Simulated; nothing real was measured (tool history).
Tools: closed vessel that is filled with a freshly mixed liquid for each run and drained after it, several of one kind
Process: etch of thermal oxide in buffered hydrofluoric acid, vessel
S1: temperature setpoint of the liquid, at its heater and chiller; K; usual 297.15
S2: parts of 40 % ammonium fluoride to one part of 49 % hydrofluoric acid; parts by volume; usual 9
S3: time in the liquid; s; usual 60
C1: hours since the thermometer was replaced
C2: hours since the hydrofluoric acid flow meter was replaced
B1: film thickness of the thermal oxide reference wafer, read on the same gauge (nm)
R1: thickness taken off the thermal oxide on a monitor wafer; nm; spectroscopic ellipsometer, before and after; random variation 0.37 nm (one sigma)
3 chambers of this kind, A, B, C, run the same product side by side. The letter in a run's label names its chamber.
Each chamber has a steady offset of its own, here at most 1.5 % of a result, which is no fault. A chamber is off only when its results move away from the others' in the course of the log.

| run | day | S1 | S2 | S3 | C1 | C2 | B1 | R1 |
|---|---|---|---|---|---|---|---|---|
| 1A | 0.333 | 297.15 | 9 | 60 | 1329.4 | 120.2 | 39.981 | 76.346 |
| 2C | 0.667 | 297.15 | 9 | 60 | 459.6 | 435.2 | 39.999 | 75.747 |
| 3B | 1.012 | 297.15 | 9 | 60 | 217.6 | 380.2 | 40.006 | 75.159 |
| 4A | 1.362 | 297.15 | 9 | 60 | 1354.1 | 144.9 | 39.987 | 76.155 |
| 5B | 1.592 | 297.15 | 9 | 60 | 231.5 | 394.1 | 40.016 | 75.015 |
| 6C | 1.783 | 297.15 | 9 | 60 | 486.4 | 462.0 | 39.995 | 75.713 |
| 7A | 1.971 | 297.15 | 9 | 60 | 1368.7 | 159.5 | 40.008 | 75.620 |
| 8B | 2.250 | 297.15 | 9 | 60 | 247.3 | 409.9 | 40.002 | 74.634 |
| 9C | 2.592 | 297.15 | 9 | 60 | 505.8 | 481.4 | 40.002 | 76.322 |
| 10B | 2.871 | 297.15 | 9 | 60 | 262.2 | 424.8 | 40.002 | 74.631 |
| 11A | 3.158 | 297.15 | 9 | 60 | 1397.2 | 188.0 | 40.001 | 77.056 |
| 12C | 3.458 | 297.15 | 9 | 60 | 526.6 | 502.2 | 39.984 | 75.643 |
| 13C | 3.646 | 297.15 | 9 | 60 | 531.1 | 506.7 | 39.972 | 75.226 |
| 14B | 4.071 | 297.15 | 9 | 60 | 291.0 | 453.6 | 40.008 | 74.343 |
| 15A | 4.496 | 297.15 | 9 | 60 | 1429.3 | 220.1 | 39.981 | 76.824 |
| 16C | 4.921 | 297.15 | 9 | 60 | 561.7 | 537.3 | 39.990 | 75.651 |
| 17B | 5.133 | 297.15 | 9 | 40 | 316.5 | 479.1 | 40.022 | 49.167 |
| 18A | 5.333 | 297.15 | 9 | 40 | 1449.4 | 240.2 | 39.980 | 50.579 |
| 19A | 5.738 | 297.15 | 9 | 40 | 1459.1 | 249.9 | 39.994 | 50.697 |
| 20C | 6.008 | 297.15 | 9 | 60 | 587.8 | 563.4 | 39.988 | 75.045 |
| 21B | 6.254 | 297.15 | 9 | 60 | 343.4 | 506.0 | 39.983 | 73.241 |
| 22A | 6.596 | 297.15 | 9 | 60 | 1479.7 | 270.5 | 40.018 | 76.407 |
| 23B | 6.921 | 297.15 | 9 | 60 | 359.4 | 522.0 | 40.004 | 72.792 |
| 24C | 7.267 | 297.15 | 9 | 60 | 618.0 | 593.6 | 39.995 | 76.190 |
| 25C | 7.642 | 297.15 | 9 | 60 | 627.0 | 602.6 | 40.010 | 75.814 |
| 26B | 7.917 | 297.15 | 9 | 60 | 383.3 | 545.9 | 40.020 | 72.426 |
| 27A | 8.183 | 297.15 | 9 | 60 | 1517.8 | 308.6 | 39.998 | 76.065 |
| 28C | 8.496 | 297.15 | 9 | 60 | 647.5 | 623.1 | 40.012 | 75.355 |
| 29B | 8.808 | 297.15 | 9 | 60 | 404.7 | 567.3 | 39.985 | 71.518 |

All 3 chambers run these settings next. Forecast each chamber's results:
| 30A | 9.112 | 297.15 | 9 | 60 |  |  |  | ? |
| 30B | 9.112 | 297.15 | 9 | 60 |  |  |  | ? |
| 30C | 9.112 | 297.15 | 9 | 60 |  |  |  | ? |

| run | R1 |
|---|---|
| 30A | 76.165 |
| 30B | 71.575 |
| 30C | 75.672 |
